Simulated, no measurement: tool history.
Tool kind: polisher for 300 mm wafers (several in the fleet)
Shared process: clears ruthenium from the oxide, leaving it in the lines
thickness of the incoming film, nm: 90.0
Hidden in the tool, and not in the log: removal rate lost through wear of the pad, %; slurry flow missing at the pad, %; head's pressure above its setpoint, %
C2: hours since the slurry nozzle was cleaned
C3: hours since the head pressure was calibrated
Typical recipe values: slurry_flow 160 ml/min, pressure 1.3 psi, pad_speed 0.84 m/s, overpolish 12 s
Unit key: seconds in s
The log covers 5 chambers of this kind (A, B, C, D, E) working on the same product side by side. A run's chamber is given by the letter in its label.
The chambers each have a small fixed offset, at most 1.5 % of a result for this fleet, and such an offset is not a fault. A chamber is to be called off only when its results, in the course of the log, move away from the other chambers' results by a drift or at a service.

{"hour": 1.1, "done": "chamber A: worn pad replaced by a new one"}
{"hour": 7.1, "done": "chamber D: head pressure recalibrated"}
{"run": "1C", "hour": 8.4, "slurry_flow": 160, "pressure": 1.3, "pad_speed": 0.84, "overpolish": 12, "wafers polished on this pad": 409, "C2": 267.2, "C3": 209.9, "seconds": 131.54}
{"run": "2A", "hour": 19.0, "slurry_flow": 160, "pressure": 1.3, "pad_speed": 0.84, "overpolish": 12, "wafers polished on this pad": 79, "C2": 67.7, "C3": 1326.4, "seconds": 132.37}
{"run": "3B", "hour": 28.4, "slurry_flow": 160, "pressure": 1.3, "pad_speed": 0.84, "overpolish": 12, "wafers polished on this pad": 530, "C2": 488.1, "C3": 992.6, "seconds": 130.75}
{"hour": 29.6, "done": "chamber D: worn pad replaced by a new one"}
{"run": "4D", "hour": 42.2, "slurry_flow": 160, "pressure": 1.3, "pad_speed": 0.84, "overpolish": 12, "wafers polished on this pad": 56, "C2": 391.4, "C3": 35.1, "seconds": 130.37}
{"hour": 47.8, "done": "chamber D: slurry nozzle cleaned"}
{"hour": 53.1, "done": "chamber B: slurry nozzle cleaned"}
{"run": "5E", "hour": 56.2, "slurry_flow": 160, "pressure": 1.3, "pad_speed": 0.84, "overpolish": 12, "wafers polished on this pad": 378, "C2": 78.4, "C3": 437.6, "seconds": 130.38}
{"run": "6B", "hour": 70.6, "slurry_flow": 160, "pressure": 1.3, "pad_speed": 0.84, "overpolish": 12, "wafers polished on this pad": 718, "C2": 17.6, "C3": 1034.8, "seconds": 128.86}
{"run": "7D", "hour": 77.2, "slurry_flow": 160, "pressure": 1.3, "pad_speed": 0.84, "overpolish": 12, "wafers polished on this pad": 212, "C2": 29.5, "C3": 70.1, "seconds": 131.35}
{"run": "8E", "hour": 88.9, "slurry_flow": 160, "pressure": 1.3, "pad_speed": 0.84, "overpolish": 12, "wafers polished on this pad": 523, "C2": 111.1, "C3": 470.3, "seconds": 132.15}
{"run": "9A", "hour": 100.8, "slurry_flow": 160, "pressure": 1.3, "pad_speed": 0.84, "overpolish": 12, "wafers polished on this pad": 444, "C2": 149.5, "C3": 1408.2, "seconds": 130.53}
{"run": "10C", "hour": 110.4, "slurry_flow": 160, "pressure": 1.3, "pad_speed": 0.84, "overpolish": 12, "wafers polished on this pad": 864, "C2": 369.2, "C3": 311.9, "seconds": 129.86}
{"run": "11E", "hour": 118.3, "slurry_flow": 160, "pressure": 1.3, "pad_speed": 0.84, "overpolish": 12, "wafers polished on this pad": 654, "C2": 140.5, "C3": 499.7, "seconds": 133.01}
{"run": "12A", "hour": 131.2, "slurry_flow": 160, "pressure": 1.3, "pad_speed": 0.84, "overpolish": 12, "wafers polished on this pad": 580, "C2": 179.9, "C3": 1438.6, "seconds": 130.16}
{"run": "13B", "hour": 140.3, "slurry_flow": 160, "pressure": 1.3, "pad_speed": 0.84, "overpolish": 12, "wafers polished on this pad": 1029, "C2": 87.3, "C3": 1104.5, "seconds": 130.93}
{"hour": 155.0, "done": "chamber A: worn pad replaced by a new one"}
{"run": "14D", "hour": 155.2, "slurry_flow": 160, "pressure": 1.3, "pad_speed": 0.84, "overpolish": 12, "wafers polished on this pad": 560, "C2": 107.5, "C3": 148.1, "seconds": 132.35}
{"run": "15C", "hour": 164.4, "slurry_flow": 160, "pressure": 1.3, "pad_speed": 0.84, "overpolish": 7, "wafers polished on this pad": 1104, "C2": 423.2, "C3": 365.9, "seconds": 133.67}
{"run": "16E", "hour": 173.2, "slurry_flow": 160, "pressure": 1.3, "pad_speed": 0.84, "overpolish": 7, "wafers polished on this pad": 899, "C2": 195.4, "C3": 554.6, "seconds": 131.64}
{"hour": 178.0, "done": "chamber A: head pressure recalibrated"}
{"run": "17D", "hour": 186.8, "slurry_flow": 160, "pressure": 1.3, "pad_speed": 0.84, "overpolish": 7, "wafers polished on this pad": 700, "C2": 139.1, "C3": 179.7, "seconds": 129.52}
{"run": "18B", "hour": 198.9, "slurry_flow": 160, "pressure": 1.3, "pad_speed": 0.84, "overpolish": 7, "wafers polished on this pad": 1290, "C2": 145.9, "C3": 1163.1, "seconds": 130.71}
{"hour": 201.8, "done": "chamber E: worn pad replaced by a new one"}
{"hour": 208.1, "done": "chamber B: worn pad replaced by a new one"}
{"run": "19A", "hour": 211.7, "slurry_flow": 160, "pressure": 1.3, "pad_speed": 0.84, "overpolish": 7, "wafers polished on this pad": 253, "C2": 260.4, "C3": 33.8, "seconds": 132.67}
{"run": "20C", "hour": 226.3, "slurry_flow": 160, "pressure": 1.3, "pad_speed": 0.84, "overpolish": 12, "wafers polished on this pad": 1380, "C2": 485.1, "C3": 427.8, "seconds": 133.6}
{"hour": 233.1, "done": "chamber C: slurry nozzle cleaned"}
{"run": "21A", "hour": 236.0, "slurry_flow": 160, "pressure": 1.3, "pad_speed": 0.84, "overpolish": 12, "wafers polished on this pad": 361, "C2": 284.7, "C3": 58.1, "seconds": 130.04}
{"run": "22C", "hour": 249.0, "slurry_flow": 160, "pressure": 1.3, "pad_speed": 0.84, "overpolish": 12, "wafers polished on this pad": 1481, "C2": 16.0, "C3": 450.5, "seconds": 135.35}
{"run": "23D", "hour": 256.7, "slurry_flow": 160, "pressure": 1.3, "pad_speed": 0.84, "overpolish": 12, "wafers polished on this pad": 1012, "C2": 209.0, "C3": 249.6, "seconds": 132.78}
{"run": "24E", "hour": 269.3, "slurry_flow": 160, "pressure": 1.3, "pad_speed": 0.84, "overpolish": 12, "wafers polished on this pad": 301, "C2": 291.5, "C3": 650.7, "seconds": 132.95}
{"hour": 277.4, "done": "chamber D: worn pad replaced by a new one"}
{"run": "25B", "hour": 282.3, "slurry_flow": 160, "pressure": 1.3, "pad_speed": 0.84, "overpolish": 12, "wafers polished on this pad": 330, "C2": 229.3, "C3": 1246.5, "seconds": 131.04}
{"hour": 286.1, "done": "chamber A: worn pad replaced by a new one"}
{"run": "26D", "hour": 292.0, "slurry_flow": 130, "pressure": 1.3, "pad_speed": 0.84, "overpolish": 7, "wafers polished on this pad": 65, "C2": 244.3, "C3": 284.9, "seconds": 133.64}
{"run": "27B", "hour": 299.5, "slurry_flow": 130, "pressure": 1.3, "pad_speed": 0.84, "overpolish": 7, "wafers polished on this pad": 407, "C2": 246.5, "C3": 1263.7, "seconds": 135.23}
{"hour": 302.0, "done": "chamber D: head pressure recalibrated"}
{"run": "28E", "hour": 309.3, "slurry_flow": 130, "pressure": 1.3, "pad_speed": 0.84, "overpolish": 7, "wafers polished on this pad": 479, "C2": 331.5, "C3": 690.7, "seconds": 136.58}
{"run": "29C", "hour": 319.3, "slurry_flow": 130, "pressure": 1.3, "pad_speed": 0.84, "overpolish": 7, "wafers polished on this pad": 1795, "C2": 86.3, "C3": 520.8, "seconds": 141.94}
{"run": "30A", "hour": 332.6, "slurry_flow": 130, "pressure": 1.3, "pad_speed": 0.84, "overpolish": 7, "wafers polished on this pad": 207, "C2": 381.3, "C3": 154.7, "seconds": 133.84}
{"hour": 333.3, "done": "chamber E: slurry nozzle cleaned"}
{"run": "31D", "hour": 345.5, "slurry_flow": 160, "pressure": 1.3, "pad_speed": 0.84, "overpolish": 12, "wafers polished on this pad": 303, "C2": 297.8, "C3": 43.6, "seconds": 130.04}
{"run": "32C", "hour": 360.4, "slurry_flow": 160, "pressure": 1.3, "pad_speed": 0.84, "overpolish": 12, "wafers polished on this pad": 1978, "C2": 127.4, "C3": 561.9, "seconds": 136.89}
{"run": "33A", "hour": 367.1, "slurry_flow": 160, "pressure": 1.3, "pad_speed": 0.84, "overpolish": 12, "wafers polished on this pad": 361, "C2": 415.8, "C3": 189.2, "seconds": 130.23}
{"hour": 371.8, "done": "chamber D: slurry nozzle cleaned"}
{"run": "34B", "hour": 380.9, "slurry_flow": 160, "pressure": 1.3, "pad_speed": 0.84, "overpolish": 12, "wafers polished on this pad": 770, "C2": 327.9, "C3": 1345.1, "seconds": 131.24}
{"run": "35E", "hour": 395.6, "slurry_flow": 160, "pressure": 1.3, "pad_speed": 0.84, "overpolish": 12, "wafers polished on this pad": 864, "C2": 62.3, "C3": 777.0, "seconds": 132.9}
{"run": "36C", "hour": 408.2, "slurry_flow": 160, "pressure": 1.3, "pad_speed": 0.84, "overpolish": 12, "wafers polished on this pad": 2191, "C2": 175.2, "C3": 609.7, "seconds": 137.41}
{"run": "37E", "hour": 422.8, "slurry_flow": 160, "pressure": 1.3, "pad_speed": 0.84, "overpolish": 12, "wafers polished on this pad": 985, "C2": 89.5, "C3": 804.2, "seconds": 131.49}
{"hour": 423.5, "done": "chamber A: worn pad replaced by a new one"}
{"run": "38D", "hour": 433.8, "slurry_flow": 160, "pressure": 1.3, "pad_speed": 0.84, "overpolish": 12, "wafers polished on this pad": 697, "C2": 62.0, "C3": 131.9, "seconds": 132.01}
{"hour": 440.2, "done": "chamber B: head pressure recalibrated"}
{"run": "39A", "hour": 444.8, "slurry_flow": 160, "pressure": 1.3, "pad_speed": 0.84, "overpolish": 12, "wafers polished on this pad": 95, "C2": 493.5, "C3": 266.9, "seconds": 129.7}
{"run": "40B", "hour": 458.5, "slurry_flow": 160, "pressure": 1.3, "pad_speed": 0.84, "overpolish": 12, "wafers polished on this pad": 1116, "C2": 405.5, "C3": 18.4, "seconds": 129.46}

For the next run the whole fleet of 5 chambers uses the same settings. Give each chamber's results:
{"run": "41A", "hour": 469.3, "slurry_flow": 160, "pressure": 1.3, "pad_speed": 0.84, "overpolish": 8, "seconds": "?"}
{"run": "41B", "hour": 469.3, "slurry_flow": 160, "pressure": 1.3, "pad_speed": 0.84, "overpolish": 8, "seconds": "?"}
{"run": "41C", "hour": 469.3, "slurry_flow": 160, "pressure": 1.3, "pad_speed": 0.84, "overpolish": 8, "seconds": "?"}
{"run": "41D", "hour": 469.3, "slurry_flow": 160, "pressure": 1.3, "pad_speed": 0.84, "overpolish": 8, "seconds": "?"}
{"run": "41E", "hour": 469.3, "slurry_flow": 160, "pressure": 1.3, "pad_speed": 0.84, "overpolish": 8, "seconds": "?"}

run=41A seconds=128.49
run=41B seconds=129.31
run=41C seconds=137.22
run=41D seconds=132.05
run=41E seconds=131.09
